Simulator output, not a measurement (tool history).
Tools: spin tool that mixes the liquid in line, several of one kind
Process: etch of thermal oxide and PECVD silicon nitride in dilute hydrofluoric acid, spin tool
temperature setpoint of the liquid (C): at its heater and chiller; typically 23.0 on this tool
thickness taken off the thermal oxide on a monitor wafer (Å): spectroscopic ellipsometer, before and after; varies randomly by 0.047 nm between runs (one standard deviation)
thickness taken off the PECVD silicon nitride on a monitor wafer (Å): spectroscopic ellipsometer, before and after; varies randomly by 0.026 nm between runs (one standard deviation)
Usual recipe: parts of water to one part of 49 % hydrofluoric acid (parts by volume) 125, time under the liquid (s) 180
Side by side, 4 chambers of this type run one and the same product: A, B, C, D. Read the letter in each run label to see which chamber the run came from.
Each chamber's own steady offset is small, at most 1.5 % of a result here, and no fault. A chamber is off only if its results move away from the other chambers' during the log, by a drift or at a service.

| run | hour | temperature setpoint of the liquid (C) | parts of water to one part of 49 % hydrofluoric acid (parts by volume) | time under the liquid (s) | read-back film thickness of the thermal oxide reference wafer, read on the same gauge (nm) | read-back film thickness of the PECVD silicon nitride reference wafer, read on the same gauge (nm) | thickness taken off the thermal oxide on a monitor wafer (Å) | thickness taken off the PECVD silicon nitride on a monitor wafer (Å) |
|---|---|---|---|---|---|---|---|---|
| 1B | 5.0 | 23.0 | 125 | 180 | 40.023 | 60.020 | 62.896 | 25.474 |
| 2D | 9.6 | 23.0 | 125 | 180 | 40.008 | 59.992 | 62.446 | 26.263 |
| 3C | 14.3 | 23.0 | 125 | 180 | 39.994 | 60.024 | 62.666 | 25.227 |
| 4A | 19.2 | 23.0 | 125 | 180 | 40.012 | 60.016 | 63.086 | 26.462 |
| 5A | 23.2 | 23.0 | 125 | 180 | 39.990 | 60.031 | 62.985 | 26.018 |
| 6C | 31.6 | 23.0 | 90 | 245 | 40.009 | 60.040 | 123.250 | 47.915 |
| 7B | 36.4 | 23.0 | 90 | 245 | 39.999 | 60.032 | 123.670 | 48.965 |
| 8D | 43.2 | 23.0 | 90 | 245 | 39.992 | 59.986 | 123.740 | 48.426 |
| 9A | 48.4 | 23.0 | 90 | 245 | 40.008 | 60.010 | 125.290 | 49.550 |
| 10B | 57.3 | 23.0 | 125 | 180 | 39.995 | 60.034 | 62.251 | 25.963 |
| 11D | 62.4 | 23.0 | 125 | 180 | 39.967 | 59.981 | 61.885 | 25.894 |
|  | 64.8 | chamber C: hydrofluoric acid flow meter replaced |
| 12C | 70.6 | 23.0 | 125 | 180 | 40.024 | 60.003 | 63.190 | 25.795 |
|  | 74.4 | chamber A: thermometer replaced |
| 13A | 78.9 | 23.0 | 125 | 180 | 40.019 | 59.940 | 62.974 | 26.375 |
| 14D | 83.7 | 20.0 | 125 | 140 | 39.992 | 60.002 | 42.678 | 16.555 |
| 15B | 92.3 | 20.0 | 125 | 140 | 40.018 | 59.998 | 44.100 | 16.514 |
| 16C | 99.3 | 20.0 | 125 | 140 | 40.017 | 60.049 | 43.077 | 16.426 |
| 17B | 105.1 | 20.0 | 125 | 140 | 39.982 | 59.944 | 43.630 | 16.695 |
| 18C | 112.5 | 23.0 | 125 | 180 | 40.037 | 59.982 | 62.996 | 26.055 |
| 19D | 116.6 | 23.0 | 125 | 180 | 39.963 | 60.012 | 60.337 | 24.872 |
| 20A | 121.4 | 18.5 | 70 | 180 | 40.042 | 59.978 | 98.947 | 33.097 |
| 21B | 125.7 | 18.5 | 70 | 180 | 39.983 | 59.960 | 99.085 | 33.323 |
| 22D | 133.2 | 18.5 | 70 | 180 | 40.022 | 60.021 | 93.928 | 32.808 |
| 23A | 140.4 | 18.5 | 70 | 180 | 39.987 | 60.001 | 99.282 | 33.907 |
| 24C | 145.1 | 23.0 | 125 | 180 | 40.019 | 60.015 | 63.338 | 25.914 |

Each of the 4 chambers runs these same settings next. Fill in every chamber's results:
| 25A | 151.8 | 23.0 | 125 | 270 |  |  | ? | ? |
| 25B | 151.8 | 23.0 | 125 | 270 |  |  | ? | ? |
| 25C | 151.8 | 23.0 | 125 | 270 |  |  | ? | ? |
| 25D | 151.8 | 23.0 | 125 | 270 |  |  | ? | ? |

| run | thickness taken off the thermal oxide on a monitor wafer (Å) | thickness taken off the PECVD silicon nitride on a monitor wafer (Å) |
|---|---|---|
| 25A | 94.717 | 39.862 |
| 25B | 94.227 | 38.974 |
| 25C | 94.162 | 38.503 |
| 25D | 90.007 | 36.947 |
